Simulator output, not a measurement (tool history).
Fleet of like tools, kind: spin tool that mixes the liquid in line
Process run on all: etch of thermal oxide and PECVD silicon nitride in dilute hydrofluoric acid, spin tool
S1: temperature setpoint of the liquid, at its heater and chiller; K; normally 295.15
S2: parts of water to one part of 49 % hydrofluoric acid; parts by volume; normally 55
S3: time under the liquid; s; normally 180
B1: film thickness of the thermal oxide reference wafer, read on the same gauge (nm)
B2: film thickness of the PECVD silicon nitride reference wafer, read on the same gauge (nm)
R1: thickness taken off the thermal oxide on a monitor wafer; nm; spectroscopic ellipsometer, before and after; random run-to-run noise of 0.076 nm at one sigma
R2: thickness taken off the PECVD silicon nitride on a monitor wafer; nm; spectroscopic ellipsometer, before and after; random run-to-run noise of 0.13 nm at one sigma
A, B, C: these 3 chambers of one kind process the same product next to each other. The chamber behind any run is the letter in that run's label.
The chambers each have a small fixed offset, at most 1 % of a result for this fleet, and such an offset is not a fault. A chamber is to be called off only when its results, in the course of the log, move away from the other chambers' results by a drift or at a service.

{"run": "1B", "day": 0.208, "S1": 295.15, "S2": 55, "S3": 180, "B1": 150.0, "B2": 120.01, "R1": 15.405, "R2": 15.03}
{"run": "2C", "day": 0.479, "S1": 295.15, "S2": 55, "S3": 180, "B1": 149.99, "B2": 119.98, "R1": 15.35, "R2": 15.079}
{"run": "3A", "day": 0.871, "S1": 295.15, "S2": 55, "S3": 180, "B1": 149.98, "B2": 120.01, "R1": 15.328, "R2": 14.645}
{"run": "4C", "day": 1.062, "S1": 295.15, "S2": 55, "S3": 180, "B1": 149.99, "B2": 119.98, "R1": 15.491, "R2": 15.181}
{"run": "5B", "day": 1.408, "S1": 295.15, "S2": 55, "S3": 180, "B1": 150.0, "B2": 120.01, "R1": 15.351, "R2": 15.116}
{"run": "6A", "day": 1.808, "S1": 291.15, "S2": 55, "S3": 230, "B1": 150.0, "B2": 119.99, "R1": 16.653, "R2": 14.353}
{"run": "7A", "day": 2.017, "S1": 291.15, "S2": 55, "S3": 230, "B1": 149.99, "B2": 119.98, "R1": 16.588, "R2": 14.256}
{"run": "8C", "day": 2.45, "S1": 291.15, "S2": 55, "S3": 230, "B1": 150.0, "B2": 119.99, "R1": 16.583, "R2": 14.414}
{"run": "9B", "day": 2.762, "S1": 295.15, "S2": 55, "S3": 180, "B1": 149.97, "B2": 120.02, "R1": 15.48, "R2": 14.969}
{"run": "10A", "day": 2.962, "S1": 295.15, "S2": 55, "S3": 180, "B1": 150.0, "B2": 119.99, "R1": 15.364, "R2": 14.776}
{"run": "11C", "day": 3.204, "S1": 295.15, "S2": 55, "S3": 180, "B1": 150.01, "B2": 120.06, "R1": 15.505, "R2": 15.049}
{"run": "12B", "day": 3.579, "S1": 291.65, "S2": 55, "S3": 180, "B1": 149.99, "B2": 120.01, "R1": 13.293, "R2": 11.774}
{"run": "13C", "day": 4.008, "S1": 291.65, "S2": 55, "S3": 180, "B1": 150.0, "B2": 120.0, "R1": 13.367, "R2": 11.53}
{"run": "14B", "day": 4.208, "S1": 291.65, "S2": 55, "S3": 180, "B1": 150.0, "B2": 119.97, "R1": 13.379, "R2": 11.9}
{"run": "15A", "day": 4.471, "S1": 295.15, "S2": 55, "S3": 180, "B1": 149.98, "B2": 119.93, "R1": 15.449, "R2": 14.85}
{"run": "16A", "day": 4.762, "S1": 295.15, "S2": 65, "S3": 275, "B1": 150.01, "B2": 120.03, "R1": 19.805, "R2": 19.318}
{"run": "17B", "day": 5.046, "S1": 295.15, "S2": 65, "S3": 275, "B1": 150.0, "B2": 120.01, "R1": 19.735, "R2": 19.613}
{"run": "18C", "day": 5.296, "S1": 295.15, "S2": 65, "S3": 275, "B1": 149.99, "B2": 120.02, "R1": 19.696, "R2": 19.701}
{"run": "19B", "day": 5.612, "S1": 295.15, "S2": 55, "S3": 180, "B1": 150.02, "B2": 119.95, "R1": 15.363, "R2": 14.967}
{"run": "20C", "day": 6.054, "S1": 295.15, "S2": 55, "S3": 180, "B1": 150.0, "B2": 120.03, "R1": 15.381, "R2": 14.752}
{"run": "21A", "day": 6.429, "S1": 295.15, "S2": 55, "S3": 180, "B1": 149.99, "B2": 120.0, "R1": 15.463, "R2": 14.836}
{"run": "22A", "day": 6.825, "S1": 295.15, "S2": 55, "S3": 180, "B1": 150.0, "B2": 120.02, "R1": 15.187, "R2": 14.723}
{"run": "23C", "day": 7.117, "S1": 295.15, "S2": 55, "S3": 180, "B1": 150.02, "B2": 120.03, "R1": 15.496, "R2": 14.651}
{"run": "24B", "day": 7.312, "S1": 295.15, "S2": 55, "S3": 180, "B1": 149.99, "B2": 120.0, "R1": 15.46, "R2": 15.05}
{"run": "25A", "day": 7.562, "S1": 295.15, "S2": 55, "S3": 180, "B1": 150.0, "B2": 120.01, "R1": 15.49, "R2": 14.98}
{"run": "26C", "day": 7.767, "S1": 295.15, "S2": 55, "S3": 180, "B1": 150.01, "B2": 120.04, "R1": 15.358, "R2": 14.887}
{"run": "27B", "day": 8.075, "S1": 295.15, "S2": 55, "S3": 180, "B1": 150.01, "B2": 119.98, "R1": 15.382, "R2": 14.973}
{"run": "28C", "day": 8.317, "S1": 295.15, "S2": 55, "S3": 180, "B1": 150.02, "B2": 120.01, "R1": 15.469, "R2": 14.863}
{"run": "29A", "day": 8.525, "S1": 295.15, "S2": 55, "S3": 180, "B1": 150.01, "B2": 120.03, "R1": 15.407, "R2": 14.871}
{"run": "30B", "day": 8.954, "S1": 295.15, "S2": 55, "S3": 180, "B1": 150.01, "B2": 120.03, "R1": 15.409, "R2": 14.984}
{"run": "31B", "day": 9.296, "S1": 295.15, "S2": 55, "S3": 180, "B1": 150.02, "B2": 120.0, "R1": 15.597, "R2": 14.923}
{"run": "32C", "day": 9.646, "S1": 295.15, "S2": 55, "S3": 180, "B1": 150.01, "B2": 120.02, "R1": 15.523, "R2": 14.79}
{"run": "33A", "day": 9.9, "S1": 295.15, "S2": 55, "S3": 180, "B1": 149.99, "B2": 119.98, "R1": 15.47, "R2": 14.937}
{"run": "34B", "day": 10.258, "S1": 295.15, "S2": 40, "S3": 225, "B1": 150.0, "B2": 120.02, "R1": 26.892, "R2": 25.66}
{"run": "35A", "day": 10.562, "S1": 295.15, "S2": 40, "S3": 225, "B1": 149.99, "B2": 120.03, "R1": 27.441, "R2": 25.341}
{"run": "36C", "day": 11.004, "S1": 295.15, "S2": 40, "S3": 225, "B1": 149.99, "B2": 120.01, "R1": 26.553, "R2": 25.162}
{"run": "37B", "day": 11.233, "S1": 295.15, "S2": 55, "S3": 180, "B1": 150.01, "B2": 119.97, "R1": 15.601, "R2": 15.295}
{"run": "38C", "day": 11.629, "S1": 295.15, "S2": 55, "S3": 180, "B1": 150.01, "B2": 119.98, "R1": 15.416, "R2": 14.724}
{"run": "39A", "day": 11.979, "S1": 295.15, "S2": 55, "S3": 180, "B1": 149.99, "B2": 120.03, "R1": 15.387, "R2": 14.874}
{"run": "40C", "day": 12.267, "S1": 295.15, "S2": 55, "S3": 180, "B1": 149.99, "B2": 120.01, "R1": 15.496, "R2": 14.917}
{"run": "41A", "day": 12.629, "S1": 295.15, "S2": 55, "S3": 180, "B1": 149.99, "B2": 119.96, "R1": 15.484, "R2": 14.837}
{"run": "42B", "day": 12.825, "S1": 295.15, "S2": 55, "S3": 180, "B1": 149.99, "B2": 120.01, "R1": 15.539, "R2": 14.894}

All 3 chambers run these settings next. Forecast each chamber's results:
{"run": "43A", "day": 13.142, "S1": 295.15, "S2": 75, "S3": 180, "R1": "?", "R2": "?"}
{"run": "43B", "day": 13.142, "S1": 295.15, "S2": 75, "S3": 180, "R1": "?", "R2": "?"}
{"run": "43C", "day": 13.142, "S1": 295.15, "S2": 75, "S3": 180, "R1": "?", "R2": "?"}

run=43A R1=10.926 R2=10.834
run=43B R1=11.154 R2=11.112
run=43C R1=11.104 R2=10.976
